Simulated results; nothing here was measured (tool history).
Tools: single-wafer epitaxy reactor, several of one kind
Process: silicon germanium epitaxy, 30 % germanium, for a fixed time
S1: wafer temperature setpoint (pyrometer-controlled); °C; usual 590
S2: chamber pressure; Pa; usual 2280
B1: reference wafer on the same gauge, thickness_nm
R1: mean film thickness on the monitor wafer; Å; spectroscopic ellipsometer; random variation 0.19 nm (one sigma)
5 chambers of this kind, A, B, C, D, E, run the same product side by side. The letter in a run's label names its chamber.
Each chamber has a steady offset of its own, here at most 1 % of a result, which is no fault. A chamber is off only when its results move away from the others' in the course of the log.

Run 1A, day 0.388: usual settings; B1 48.141. Result: R1 460.38 Å.
Run 2E, day 0.708: usual settings; B1 48.221. Result: R1 457.32 Å.
Run 3C, day 1.154: usual settings; B1 48.228. Result: R1 463.29 Å.
Run 4D, day 1.483: usual settings; B1 48.185. Result: R1 454.06 Å.
Run 5B, day 1.800: usual settings; B1 48.248. Result: R1 462.80 Å.
At day 2.029: chamber C: capacitance manometer re-zeroed and calibrated.
Run 6E, day 2.258: usual settings; B1 48.202. Result: R1 459.60 Å.
Run 7C, day 2.721: usual settings; B1 48.239. Result: R1 460.43 Å.
At day 2.800: chamber A: capacitance manometer re-zeroed and calibrated.
Run 8D, day 2.988: usual settings; B1 48.154. Result: R1 453.46 Å.
Run 9B, day 3.454: usual settings; B1 48.171. Result: R1 462.05 Å.
Run 10A, day 3.758: usual settings; B1 48.193. Result: R1 461.37 Å.
Run 11C, day 4.029: usual settings; B1 48.203. Result: R1 461.30 Å.
Run 12B, day 4.429: usual settings; B1 48.209. Result: R1 463.04 Å.
Run 13E, day 4.896: usual settings; B1 48.175. Result: R1 457.38 Å.
Run 14A, day 5.300: usual settings; B1 48.196. Result: R1 466.86 Å.
Run 15D, day 5.621: usual settings but S2 2706 Pa; B1 48.197. Result: R1 488.78 Å.
Run 16B, day 6.146: usual settings but S2 2706 Pa; B1 48.198. Result: R1 495.22 Å.
Run 17E, day 6.683: usual settings but S2 2706 Pa; B1 48.207. Result: R1 489.63 Å.
Run 18D, day 7.096: usual settings but S2 2706 Pa; B1 48.185. Result: R1 488.23 Å.
Run 19C, day 7.417: usual settings but S2 2706 Pa; B1 48.173. Result: R1 495.68 Å.
Run 20A, day 7.775: usual settings; B1 48.181. Result: R1 471.06 Å.
Run 21C, day 8.171: usual settings; B1 48.163. Result: R1 461.22 Å.
Run 22D, day 8.583: usual settings but S2 2560 Pa; B1 48.187. Result: R1 474.15 Å.
Run 23B, day 8.858: usual settings but S2 2560 Pa; B1 48.171. Result: R1 483.55 Å.
Run 24A, day 9.162: usual settings but S2 2560 Pa; B1 48.178. Result: R1 495.07 Å.
Run 25E, day 9.554: usual settings but S2 2560 Pa; B1 48.207. Result: R1 479.65 Å.
At day 9.833: chamber D: pyrometer calibrated.
Run 26A, day 9.888: usual settings but S2 2560 Pa; B1 48.163. Result: R1 492.02 Å.
Run 27B, day 10.417: usual settings; B1 48.189. Result: R1 462.14 Å.
Run 28E, day 10.838: usual settings; B1 48.171. Result: R1 460.05 Å.
Run 29C, day 11.208: usual settings; B1 48.227. Result: R1 461.08 Å.
Run 30D, day 11.575: usual settings; B1 48.238. Result: R1 457.98 Å.
Run 31C, day 12.096: usual settings; B1 48.155. Result: R1 464.07 Å.
Run 32E, day 12.554: usual settings; B1 48.214. Result: R1 458.25 Å.
Run 33B, day 13.071: usual settings; B1 48.191. Result: R1 464.33 Å.
Run 34D, day 13.617: usual settings; B1 48.200. Result: R1 457.08 Å.
Run 35A, day 14.062: usual settings; B1 48.222. Result: R1 476.99 Å.
Run 36A, day 14.638: usual settings; B1 48.173. Result: R1 475.66 Å.

Is one chamber off against the others, does the gauge drift, or is nothing wrong? If a chamber is off, say which, and what the likeliest cause is.

Chamber A drifts away from the others.
Cause: wafer temperature above the value expected at the setpoint (K) = 2.04.

Here are 4 candidates for chamber A's next run, each the usual settings with a change, their results left as question marks. Which one brings its results back in line with what the others give on the usual settings?
In line means no further than this from the other chambers' mean on the usual settings: R1 6.70 Å
Run 37A-1, day 15.058: usual settings but S1 592 °C, S2 2306 Pa. Result: R1 ?.
Run 37A-2, day 15.058: usual settings but S2 2053 Pa. Result: R1 ?.
Run 37A-3, day 15.058: usual settings but S1 594 °C. Result: R1 ?.
Run 37A-4, day 15.058: usual settings but S2 1893 Pa. Result: R1 ?.

The other chambers' mean on the usual settings: R1 460.00 Å
  run      R1
37A-1  498.54
37A-2  458.41
37A-3  514.59
37A-4  443.49
37A-2 brings the chamber back in line.
